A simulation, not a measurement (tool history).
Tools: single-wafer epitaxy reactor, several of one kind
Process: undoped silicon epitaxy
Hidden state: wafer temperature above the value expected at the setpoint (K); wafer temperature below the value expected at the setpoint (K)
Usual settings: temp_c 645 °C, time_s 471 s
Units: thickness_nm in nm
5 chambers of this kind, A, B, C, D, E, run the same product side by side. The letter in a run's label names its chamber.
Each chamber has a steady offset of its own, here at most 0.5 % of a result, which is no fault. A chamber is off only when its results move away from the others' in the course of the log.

run	hour	temp_c	time_s	hours since the last pyrometer calibration	read-back reference wafer on the same gauge, thickness_nm	thickness_nm
1B	10.8	645	471	1233.1	67.597	71.079
2C	17.7	645	471	1014	67.581	71.289
3A	24.5	645	471	1796.9	67.575	71.249
4E	34.9	645	471	1634.4	67.594	70.866
5D	44.3	645	471	921.8	67.614	71.703
6A	56.5	645	541	1828.9	67.624	82.039
7C	66.9	645	541	1063.2	67.64	81.539
8E	75.9	645	541	1675.4	67.552	81.839
9B	85.1	645	541	1307.4	67.619	81.727
10D	97.2	645	541	974.7	67.635	81.84
11A	104.2	645	471	1876.6	67.578	71.277
12B	114.6	645	471	1336.9	67.594	70.853
13D	121.9	645	471	999.4	67.647	71.212
14E	132.8	645	471	1732.3	67.628	70.85
15C	139.3	645	471	1135.6	67.558	70.989
16C	149.9	645	471	1146.2	67.558	71.615
17E	159.6	645	471	1759.1	67.605	71.166
18A	167	645	471	1939.4	67.598	71.483
19B	177.5	645	471	1399.8	67.643	70.488
20D	185	645	471	1062.5	67.653	71.519
21A	196.8	645	471	1969.2	67.586	71.172
22B	205.6	645	471	1427.9	67.59	71.108
23E	213.5	645	471	1813	67.57	70.855
24D	223.4	645	471	1100.9	67.618	71.704
25C	230.8	645	471	1227.1	67.637	71.221
# hour 233.8: chamber B: pyrometer calibrated
26A	242.3	645	471	2014.7	67.579	71.402
27E	253.2	645	471	1852.7	67.598	70.944
28B	263.9	645	471	30.2	67.555	71.14
29C	276.4	645	471	1272.7	67.634	71.311
30D	286.5	645	471	1164	67.586	72.223
31C	297.2	645	422	1293.5	67.582	63.952
32B	304.1	645	422	70.4	67.551	63.483

All 5 chambers run these settings next. Forecast each chamber's results:
33A	313.1	656	471			?
33B	313.1	656	471			?
33C	313.1	656	471			?
33D	313.1	656	471			?
33E	313.1	656	471			?

run	thickness_nm
33A	91.053
33B	89.727
33C	89.976
33D	92.581
33E	90.158

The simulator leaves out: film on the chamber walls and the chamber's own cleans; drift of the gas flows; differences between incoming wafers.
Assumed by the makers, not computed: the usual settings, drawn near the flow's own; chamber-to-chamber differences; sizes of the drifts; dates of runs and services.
